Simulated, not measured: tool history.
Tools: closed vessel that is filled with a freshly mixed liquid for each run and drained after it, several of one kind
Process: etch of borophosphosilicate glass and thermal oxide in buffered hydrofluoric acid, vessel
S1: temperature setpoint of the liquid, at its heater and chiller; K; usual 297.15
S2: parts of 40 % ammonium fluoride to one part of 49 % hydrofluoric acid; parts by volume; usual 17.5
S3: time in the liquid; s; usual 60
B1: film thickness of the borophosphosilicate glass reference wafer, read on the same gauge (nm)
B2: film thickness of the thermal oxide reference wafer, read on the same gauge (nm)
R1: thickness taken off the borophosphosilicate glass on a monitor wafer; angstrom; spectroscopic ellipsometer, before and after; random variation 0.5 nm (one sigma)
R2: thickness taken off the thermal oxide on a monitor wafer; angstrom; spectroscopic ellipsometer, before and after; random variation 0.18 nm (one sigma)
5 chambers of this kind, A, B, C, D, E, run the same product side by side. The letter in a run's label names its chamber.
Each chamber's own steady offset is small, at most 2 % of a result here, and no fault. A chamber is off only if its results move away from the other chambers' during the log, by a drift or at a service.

| run | day | S1 | S2 | S3 | B1 | B2 | R1 | R2 |
|---|---|---|---|---|---|---|---|---|
| 1C | 0.583 | 297.15 | 17.5 | 60 | 30.007 | 140.03 | 629.43 | 394.47 |
| 2A | 1.125 | 297.15 | 17.5 | 60 | 29.992 | 140.01 | 632.44 | 390.36 |
| 3D | 1.467 | 297.15 | 17.5 | 60 | 30.053 | 140.00 | 642.44 | 394.29 |
| 4B | 1.842 | 297.15 | 17.5 | 60 | 29.983 | 139.95 | 633.70 | 391.99 |
| 5E | 2.483 | 297.15 | 17.5 | 60 | 30.007 | 139.94 | 621.28 | 394.95 |
| 6C | 2.888 | 297.15 | 17.5 | 60 | 29.970 | 140.02 | 633.93 | 394.98 |
| 7D | 3.383 | 297.15 | 17.5 | 60 | 29.984 | 140.01 | 630.46 | 396.38 |
| 8B | 4.058 | 297.15 | 17.5 | 60 | 30.013 | 139.99 | 622.45 | 386.28 |
| 9E | 4.362 | 297.15 | 17.5 | 60 | 29.977 | 140.06 | 620.27 | 393.62 |
| 10A | 4.971 | 295.65 | 12.5 | 60 | 29.988 | 139.95 | 808.98 | 497.66 |
| 11A | 5.462 | 295.65 | 12.5 | 60 | 29.967 | 140.01 | 796.15 | 500.06 |
| 12B | 5.988 | 295.65 | 12.5 | 60 | 29.990 | 140.03 | 796.78 | 499.64 |
| 13E | 6.446 | 295.65 | 12.5 | 60 | 30.024 | 139.98 | 805.65 | 506.14 |
| 14D | 7.079 | 295.65 | 12.5 | 60 | 29.966 | 139.97 | 814.68 | 502.25 |
| 15C | 7.379 | 297.15 | 17.5 | 60 | 29.992 | 140.01 | 626.17 | 393.55 |
|  | 7.592 | chamber C: thermometer replaced |
| 16B | 7.833 | 295.65 | 17.5 | 60 | 30.000 | 139.97 | 576.02 | 358.39 |
| 17D | 8.496 | 295.65 | 17.5 | 60 | 30.030 | 140.01 | 583.98 | 362.98 |
| 18C | 8.946 | 295.65 | 17.5 | 60 | 30.035 | 139.99 | 577.09 | 365.22 |
|  | 9.238 | chamber A: hydrofluoric acid flow meter replaced |
| 19E | 9.283 | 295.65 | 17.5 | 60 | 30.011 | 140.01 | 576.67 | 362.59 |
| 20A | 9.879 | 295.65 | 17.5 | 60 | 30.051 | 140.02 | 583.09 | 355.85 |
| 21C | 10.504 | 297.15 | 17.5 | 60 | 29.990 | 139.97 | 623.49 | 394.47 |
| 22E | 10.938 | 297.15 | 17.5 | 60 | 30.015 | 140.00 | 628.75 | 393.91 |
| 23A | 11.471 | 297.15 | 17.5 | 60 | 30.012 | 140.00 | 625.27 | 390.75 |
| 24B | 11.933 | 299.65 | 17.5 | 80 | 30.010 | 140.01 | 958.44 | 594.29 |
| 25D | 12.300 | 299.65 | 17.5 | 80 | 29.986 | 140.00 | 975.70 | 599.06 |
|  | 12.725 | chamber D: hydrofluoric acid flow meter replaced |
| 26A | 12.858 | 299.65 | 17.5 | 80 | 29.968 | 140.02 | 964.48 | 599.23 |
| 27E | 13.442 | 299.65 | 17.5 | 80 | 29.924 | 139.98 | 943.37 | 600.93 |
| 28D | 13.879 | 299.65 | 17.5 | 80 | 30.007 | 140.03 | 963.04 | 602.49 |
| 29C | 14.538 | 297.15 | 17.5 | 60 | 29.990 | 139.95 | 623.91 | 393.13 |
| 30B | 15.033 | 297.15 | 17.5 | 60 | 29.998 | 140.03 | 628.34 | 390.80 |
| 31B | 15.638 | 297.15 | 17.5 | 60 | 30.027 | 140.01 | 625.97 | 385.65 |
| 32E | 16.279 | 297.15 | 17.5 | 60 | 29.970 | 140.05 | 625.69 | 392.71 |
| 33A | 16.771 | 297.15 | 17.5 | 60 | 30.015 | 139.98 | 634.31 | 387.20 |
| 34C | 17.258 | 297.15 | 17.5 | 60 | 30.017 | 140.02 | 626.69 | 391.08 |
| 35D | 17.783 | 297.15 | 17.5 | 45 | 30.003 | 139.99 | 480.10 | 296.50 |
| 36C | 18.246 | 297.15 | 17.5 | 45 | 30.059 | 139.98 | 466.21 | 295.13 |
| 37E | 18.600 | 297.15 | 17.5 | 45 | 30.043 | 140.02 | 470.23 | 292.61 |
| 38B | 19.208 | 297.15 | 17.5 | 45 | 30.014 | 140.00 | 469.35 | 290.07 |
| 39A | 19.662 | 297.15 | 17.5 | 45 | 29.973 | 139.99 | 471.73 | 292.12 |
| 40D | 20.325 | 297.15 | 17.5 | 60 | 30.024 | 140.03 | 635.61 | 396.36 |

Does one chamber stand apart from the rest, does the shared gauge drift, or is all well apart from small per-chamber offsets? Give the chamber and the most likely cause, where there is one.

All chambers stay in line apart from their small fixed offsets, and the gauge does not drift.
